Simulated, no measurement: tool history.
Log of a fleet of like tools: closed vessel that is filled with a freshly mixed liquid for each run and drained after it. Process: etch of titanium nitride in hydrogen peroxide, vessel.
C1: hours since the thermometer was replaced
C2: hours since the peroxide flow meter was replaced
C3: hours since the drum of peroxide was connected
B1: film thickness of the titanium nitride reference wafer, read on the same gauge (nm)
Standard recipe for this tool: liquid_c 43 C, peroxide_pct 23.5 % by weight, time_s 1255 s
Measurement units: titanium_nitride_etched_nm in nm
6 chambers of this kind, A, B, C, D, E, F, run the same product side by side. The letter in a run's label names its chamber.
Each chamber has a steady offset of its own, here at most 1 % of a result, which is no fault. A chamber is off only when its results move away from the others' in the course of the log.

run 1B day=0.150 | liquid_c=43 peroxide_pct=23.5 time_s=1255 | C1=829.3 C2=560.3 C3=236.4 | B1=129.99 | titanium_nitride_etched_nm=19.233
run 2E day=0.350 | liquid_c=43 peroxide_pct=23.5 time_s=1255 | C1=607.3 C2=573.6 C3=701.9 | B1=129.98 | titanium_nitride_etched_nm=19.010
run 3D day=0.479 | liquid_c=43 peroxide_pct=23.5 time_s=1255 | C1=476.3 C2=1776.6 C3=482.4 | B1=130.00 | titanium_nitride_etched_nm=19.392
run 4C day=0.646 | liquid_c=43 peroxide_pct=23.5 time_s=1255 | C1=203.7 C2=114.0 C3=136.7 | B1=130.01 | titanium_nitride_etched_nm=19.178
run 5A day=0.771 | liquid_c=43 peroxide_pct=23.5 time_s=1255 | C1=318.8 C2=1227.0 C3=49.4 | B1=129.99 | titanium_nitride_etched_nm=19.329
run 6F day=1.000 | liquid_c=43 peroxide_pct=23.5 time_s=1255 | C1=401.1 C2=1999.5 C3=499.8 | B1=130.00 | titanium_nitride_etched_nm=19.210
run 7D day=1.108 | liquid_c=43 peroxide_pct=23.5 time_s=1255 | C1=491.4 C2=1791.7 C3=497.5 | B1=130.00 | titanium_nitride_etched_nm=19.369
run 8A day=1.329 | liquid_c=43 peroxide_pct=23.5 time_s=1930 | C1=332.2 C2=1240.4 C3=62.8 | B1=130.00 | titanium_nitride_etched_nm=29.697
run 9B day=1.554 | liquid_c=43 peroxide_pct=23.5 time_s=1930 | C1=863.0 C2=594.0 C3=270.1 | B1=130.03 | titanium_nitride_etched_nm=29.799
run 10C day=1.758 | liquid_c=43 peroxide_pct=23.5 time_s=1930 | C1=230.4 C2=140.7 C3=163.4 | B1=129.99 | titanium_nitride_etched_nm=29.738
run 11F day=1.975 | liquid_c=43 peroxide_pct=23.5 time_s=1930 | C1=424.5 C2=2022.9 C3=523.2 | B1=130.01 | titanium_nitride_etched_nm=29.445
run 12E day=2.092 | liquid_c=43 peroxide_pct=23.5 time_s=1930 | C1=649.1 C2=615.4 C3=743.7 | B1=130.03 | titanium_nitride_etched_nm=29.249
run 13E day=2.208 | liquid_c=43 peroxide_pct=23.5 time_s=1930 | C1=651.9 C2=618.2 C3=746.5 | B1=130.00 | titanium_nitride_etched_nm=29.284
run 14C day=2.438 | liquid_c=43 peroxide_pct=23.5 time_s=1255 | C1=246.7 C2=157.0 C3=179.7 | B1=129.98 | titanium_nitride_etched_nm=19.322
run 15A day=2.604 | liquid_c=43 peroxide_pct=23.5 time_s=1255 | C1=362.8 C2=1271.0 C3=93.4 | B1=129.97 | titanium_nitride_etched_nm=19.176
run 16F day=2.725 | liquid_c=43 peroxide_pct=23.5 time_s=1255 | C1=442.5 C2=2040.9 C3=541.2 | B1=130.00 | titanium_nitride_etched_nm=19.396
run 17B day=2.896 | liquid_c=43 peroxide_pct=23.5 time_s=1255 | C1=895.2 C2=626.2 C3=302.3 | B1=129.98 | titanium_nitride_etched_nm=19.246
run 18D day=3.125 | liquid_c=43 peroxide_pct=23.5 time_s=1255 | C1=539.8 C2=1840.1 C3=545.9 | B1=129.99 | titanium_nitride_etched_nm=19.374
run 19D day=3.338 | liquid_c=43 peroxide_pct=23.5 time_s=1255 | C1=544.9 C2=1845.2 C3=551.0 | B1=130.02 | titanium_nitride_etched_nm=19.443
run 20A day=3.471 | liquid_c=43 peroxide_pct=23.5 time_s=1255 | C1=383.6 C2=1291.8 C3=114.2 | B1=130.02 | titanium_nitride_etched_nm=19.158
run 21C day=3.596 | liquid_c=43 peroxide_pct=23.5 time_s=1255 | C1=274.5 C2=184.8 C3=207.5 | B1=130.01 | titanium_nitride_etched_nm=19.252
run 22E day=3.775 | liquid_c=43 peroxide_pct=23.5 time_s=1255 | C1=689.5 C2=655.8 C3=784.1 | B1=130.03 | titanium_nitride_etched_nm=19.094
run 23B day=3.996 | liquid_c=43 peroxide_pct=23.5 time_s=1255 | C1=921.6 C2=652.6 C3=328.7 | B1=130.02 | titanium_nitride_etched_nm=19.248
run 24F day=4.200 | liquid_c=43 peroxide_pct=23.5 time_s=1255 | C1=477.9 C2=2076.3 C3=576.6 | B1=130.03 | titanium_nitride_etched_nm=19.392
run 25C day=4.367 | liquid_c=51 peroxide_pct=23.5 time_s=570 | C1=293.0 C2=203.3 C3=226.0 | B1=130.01 | titanium_nitride_etched_nm=15.723
run 26F day=4.500 | liquid_c=51 peroxide_pct=23.5 time_s=570 | C1=485.1 C2=2083.5 C3=583.8 | B1=129.99 | titanium_nitride_etched_nm=16.037
run 27A day=4.671 | liquid_c=51 peroxide_pct=23.5 time_s=570 | C1=412.4 C2=1320.6 C3=143.0 | B1=130.00 | titanium_nitride_etched_nm=15.879
run 28E day=4.900 | liquid_c=51 peroxide_pct=23.5 time_s=570 | C1=716.5 C2=682.8 C3=811.1 | B1=130.01 | titanium_nitride_etched_nm=15.834
run 29B day=5.017 | liquid_c=51 peroxide_pct=23.5 time_s=570 | C1=946.1 C2=677.1 C3=353.2 | B1=129.99 | titanium_nitride_etched_nm=15.652
run 30D day=5.179 | liquid_c=51 peroxide_pct=23.5 time_s=570 | C1=589.1 C2=1889.4 C3=595.2 | B1=130.01 | titanium_nitride_etched_nm=16.053
run 31E day=5.392 | liquid_c=43 peroxide_pct=23.5 time_s=1255 | C1=728.3 C2=694.6 C3=822.9 | B1=129.99 | titanium_nitride_etched_nm=19.100
run 32F day=5.621 | liquid_c=43 peroxide_pct=23.5 time_s=1255 | C1=512.0 C2=2110.4 C3=610.7 | B1=130.02 | titanium_nitride_etched_nm=19.593
run 33A day=5.821 | liquid_c=43 peroxide_pct=23.5 time_s=1255 | C1=440.0 C2=1348.2 C3=170.6 | B1=129.99 | titanium_nitride_etched_nm=19.296
run 34D day=6.033 | liquid_c=43 peroxide_pct=23.5 time_s=1255 | C1=609.6 C2=1909.9 C3=615.7 | B1=129.99 | titanium_nitride_etched_nm=19.445
run 35C day=6.221 | liquid_c=43 peroxide_pct=19.0 time_s=1640 | C1=337.5 C2=247.8 C3=270.5 | B1=130.00 | titanium_nitride_etched_nm=24.053
run 36B day=6.450 | liquid_c=43 peroxide_pct=19.0 time_s=1640 | C1=980.5 C2=711.5 C3=387.6 | B1=129.99 | titanium_nitride_etched_nm=24.091
run 37D day=6.675 | liquid_c=43 peroxide_pct=19.0 time_s=1640 | C1=625.0 C2=1925.3 C3=631.1 | B1=130.00 | titanium_nitride_etched_nm=24.216

Predict what each chamber gives when all 6 of them run the settings below next.
run 38A day=6.842 | liquid_c=43 peroxide_pct=23.5 time_s=1255 | titanium_nitride_etched_nm=?
run 38B day=6.842 | liquid_c=43 peroxide_pct=23.5 time_s=1255 | titanium_nitride_etched_nm=?
run 38C day=6.842 | liquid_c=43 peroxide_pct=23.5 time_s=1255 | titanium_nitride_etched_nm=?
run 38D day=6.842 | liquid_c=43 peroxide_pct=23.5 time_s=1255 | titanium_nitride_etched_nm=?
run 38E day=6.842 | liquid_c=43 peroxide_pct=23.5 time_s=1255 | titanium_nitride_etched_nm=?
run 38F day=6.842 | liquid_c=43 peroxide_pct=23.5 time_s=1255 | titanium_nitride_etched_nm=?

run=38A titanium_nitride_etched_nm=19.305
run=38B titanium_nitride_etched_nm=19.259
run=38C titanium_nitride_etched_nm=19.189
run=38D titanium_nitride_etched_nm=19.396
run=38E titanium_nitride_etched_nm=19.032
run=38F titanium_nitride_etched_nm=19.861
